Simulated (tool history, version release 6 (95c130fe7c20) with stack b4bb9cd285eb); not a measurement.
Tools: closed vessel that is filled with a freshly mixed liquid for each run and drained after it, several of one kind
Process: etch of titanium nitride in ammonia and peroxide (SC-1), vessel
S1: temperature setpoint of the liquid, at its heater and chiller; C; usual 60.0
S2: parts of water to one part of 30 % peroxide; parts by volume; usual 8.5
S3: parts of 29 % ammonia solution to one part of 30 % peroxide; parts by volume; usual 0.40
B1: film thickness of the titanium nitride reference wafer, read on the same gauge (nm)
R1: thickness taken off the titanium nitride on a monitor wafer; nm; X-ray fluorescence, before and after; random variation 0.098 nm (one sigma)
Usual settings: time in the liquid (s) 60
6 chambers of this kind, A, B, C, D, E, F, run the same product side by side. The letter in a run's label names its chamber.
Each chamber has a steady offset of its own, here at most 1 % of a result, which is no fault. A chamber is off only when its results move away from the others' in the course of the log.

run 1F hour=7.3 | S1=60.0 S2=8.5 S3=0.40 time_in_the_liquid_(s)=60 | B1=69.976 | R1=9.9264
run 2E hour=19.3 | S1=60.0 S2=8.5 S3=0.40 time_in_the_liquid_(s)=60 | B1=69.972 | R1=9.8971
run 3D hour=27.8 | S1=60.0 S2=8.5 S3=0.40 time_in_the_liquid_(s)=60 | B1=70.016 | R1=9.9179
run 4C hour=36.2 | S1=60.0 S2=8.5 S3=0.40 time_in_the_liquid_(s)=60 | B1=70.033 | R1=9.9179
run 5A hour=46.4 | S1=60.0 S2=8.5 S3=0.40 time_in_the_liquid_(s)=60 | B1=69.991 | R1=9.9073
run 6B hour=55.3 | S1=60.0 S2=8.5 S3=0.40 time_in_the_liquid_(s)=60 | B1=69.973 | R1=10.1450
run 7A hour=67.7 | S1=60.0 S2=8.5 S3=0.40 time_in_the_liquid_(s)=60 | B1=69.989 | R1=9.9072
run 8B hour=78.8 | S1=60.0 S2=8.5 S3=0.40 time_in_the_liquid_(s)=60 | B1=70.003 | R1=10.0080
run 9F hour=88.4 | S1=53.5 S2=8.5 S3=0.40 time_in_the_liquid_(s)=40 | B1=70.036 | R1=4.2049
-- hour=97.3 chamber E: new drum of ammonia solution connected
run 10C hour=99.5 | S1=53.5 S2=8.5 S3=0.40 time_in_the_liquid_(s)=40 | B1=70.000 | R1=4.2674
run 11E hour=105.7 | S1=53.5 S2=8.5 S3=0.40 time_in_the_liquid_(s)=40 | B1=69.979 | R1=4.2686
run 12D hour=114.6 | S1=53.5 S2=8.5 S3=0.40 time_in_the_liquid_(s)=40 | B1=70.016 | R1=4.3223
run 13D hour=123.9 | S1=53.5 S2=8.5 S3=0.40 time_in_the_liquid_(s)=40 | B1=70.003 | R1=4.2557
run 14A hour=136.4 | S1=53.5 S2=8.5 S3=0.40 time_in_the_liquid_(s)=40 | B1=70.013 | R1=4.3236
run 15B hour=149.0 | S1=60.0 S2=8.5 S3=0.40 time_in_the_liquid_(s)=60 | B1=69.968 | R1=9.9449
run 16E hour=161.1 | S1=60.0 S2=8.5 S3=0.55 time_in_the_liquid_(s)=60 | B1=69.979 | R1=10.3590
run 17C hour=169.5 | S1=60.0 S2=8.5 S3=0.55 time_in_the_liquid_(s)=60 | B1=69.997 | R1=10.6540
run 18F hour=175.9 | S1=60.0 S2=8.5 S3=0.55 time_in_the_liquid_(s)=60 | B1=69.991 | R1=10.5390
-- hour=180.2 chamber C: thermometer replaced
run 19A hour=186.2 | S1=60.0 S2=8.5 S3=0.55 time_in_the_liquid_(s)=60 | B1=69.997 | R1=10.2930
-- hour=189.8 chamber D: new drum of ammonia solution connected
-- hour=191.2 chamber B: ammonia flow meter replaced
run 20C hour=192.3 | S1=60.0 S2=8.5 S3=0.55 time_in_the_liquid_(s)=60 | B1=69.941 | R1=10.5520
run 21E hour=202.6 | S1=60.0 S2=8.5 S3=0.55 time_in_the_liquid_(s)=60 | B1=69.971 | R1=10.3390
run 22B hour=213.2 | S1=60.0 S2=8.5 S3=0.40 time_in_the_liquid_(s)=60 | B1=70.007 | R1=9.9774
run 23F hour=224.4 | S1=60.0 S2=8.5 S3=0.40 time_in_the_liquid_(s)=60 | B1=70.053 | R1=10.1400
run 24D hour=234.7 | S1=60.0 S2=8.5 S3=0.40 time_in_the_liquid_(s)=60 | B1=69.996 | R1=10.3690
run 25F hour=241.2 | S1=60.0 S2=8.5 S3=0.40 time_in_the_liquid_(s)=60 | B1=70.046 | R1=9.8568
run 26B hour=247.3 | S1=60.0 S2=8.5 S3=0.40 time_in_the_liquid_(s)=60 | B1=70.005 | R1=9.8074
run 27A hour=254.2 | S1=60.0 S2=8.5 S3=0.40 time_in_the_liquid_(s)=60 | B1=69.971 | R1=9.6478
-- hour=257.7 chamber C: ammonia flow meter replaced
run 28D hour=266.0 | S1=60.0 S2=8.5 S3=0.40 time_in_the_liquid_(s)=60 | B1=69.951 | R1=10.3800
run 29C hour=272.5 | S1=60.0 S2=8.5 S3=0.40 time_in_the_liquid_(s)=70 | B1=70.030 | R1=11.6210
run 30E hour=281.7 | S1=60.0 S2=8.5 S3=0.40 time_in_the_liquid_(s)=70 | B1=69.997 | R1=11.5540
run 31C hour=291.1 | S1=60.0 S2=8.5 S3=0.40 time_in_the_liquid_(s)=70 | B1=70.001 | R1=11.6610
run 32A hour=296.7 | S1=60.0 S2=8.5 S3=0.40 time_in_the_liquid_(s)=70 | B1=70.003 | R1=11.3800
run 33B hour=304.6 | S1=60.0 S2=8.5 S3=0.40 time_in_the_liquid_(s)=70 | B1=70.064 | R1=11.7780
run 34D hour=317.1 | S1=60.0 S2=8.5 S3=0.40 time_in_the_liquid_(s)=70 | B1=69.989 | R1=12.5920
run 35F hour=329.8 | S1=60.0 S2=8.5 S3=0.40 time_in_the_liquid_(s)=60 | B1=69.991 | R1=9.8133
run 36E hour=335.7 | S1=60.0 S2=8.5 S3=0.40 time_in_the_liquid_(s)=60 | B1=70.008 | R1=9.8230
run 37E hour=342.8 | S1=60.0 S2=8.5 S3=0.40 time_in_the_liquid_(s)=60 | B1=69.938 | R1=10.0090
run 38B hour=352.0 | S1=60.0 S2=8.5 S3=0.40 time_in_the_liquid_(s)=60 | B1=69.988 | R1=9.8746
run 39C hour=358.2 | S1=60.0 S2=8.5 S3=0.40 time_in_the_liquid_(s)=60 | B1=70.064 | R1=9.9468
run 40A hour=369.3 | S1=60.0 S2=8.5 S3=0.40 time_in_the_liquid_(s)=60 | B1=69.990 | R1=9.8493
run 41F hour=380.0 | S1=60.0 S2=8.5 S3=0.40 time_in_the_liquid_(s)=60 | B1=69.993 | R1=9.9290
run 42D hour=390.6 | S1=60.0 S2=8.5 S3=0.40 time_in_the_liquid_(s)=60 | B1=70.039 | R1=10.8640

What goes on in this fleet: one chamber off, a drifting gauge, or nothing beyond the chambers' own small offsets? Name the chamber and the cause, if any.

Chamber D drifts away from the others.
Cause: liquid hotter than its thermometer reads (K) = 1.41.

Here are 4 candidates for chamber D's next run, each the usual settings with a change, their results left as question marks. Which one brings its results back in line with what the others give on the usual settings?
In line means no further than this from the other chambers' mean on the usual settings: R1 0.3400 nm
run 43D-1 hour=399.7 | S1=59.5 S2=8.5 S3=0.40 time_in_the_liquid_(s)=60 | R1=?
run 43D-2 hour=399.7 | S1=60.0 S2=8.5 S3=0.65 time_in_the_liquid_(s)=60 | R1=?
run 43D-3 hour=399.7 | S1=58.5 S2=8.5 S3=0.40 time_in_the_liquid_(s)=60 | R1=?
run 43D-4 hour=399.7 | S1=60.5 S2=8.5 S3=0.40 time_in_the_liquid_(s)=60 | R1=?

The other chambers' mean on the usual settings: R1 9.9040 nm
run=43D-1 R1=10.5030
run=43D-2 R1=11.7840
run=43D-3 R1=9.8447
run=43D-4 R1=11.2010
43D-3 brings the chamber back in line.
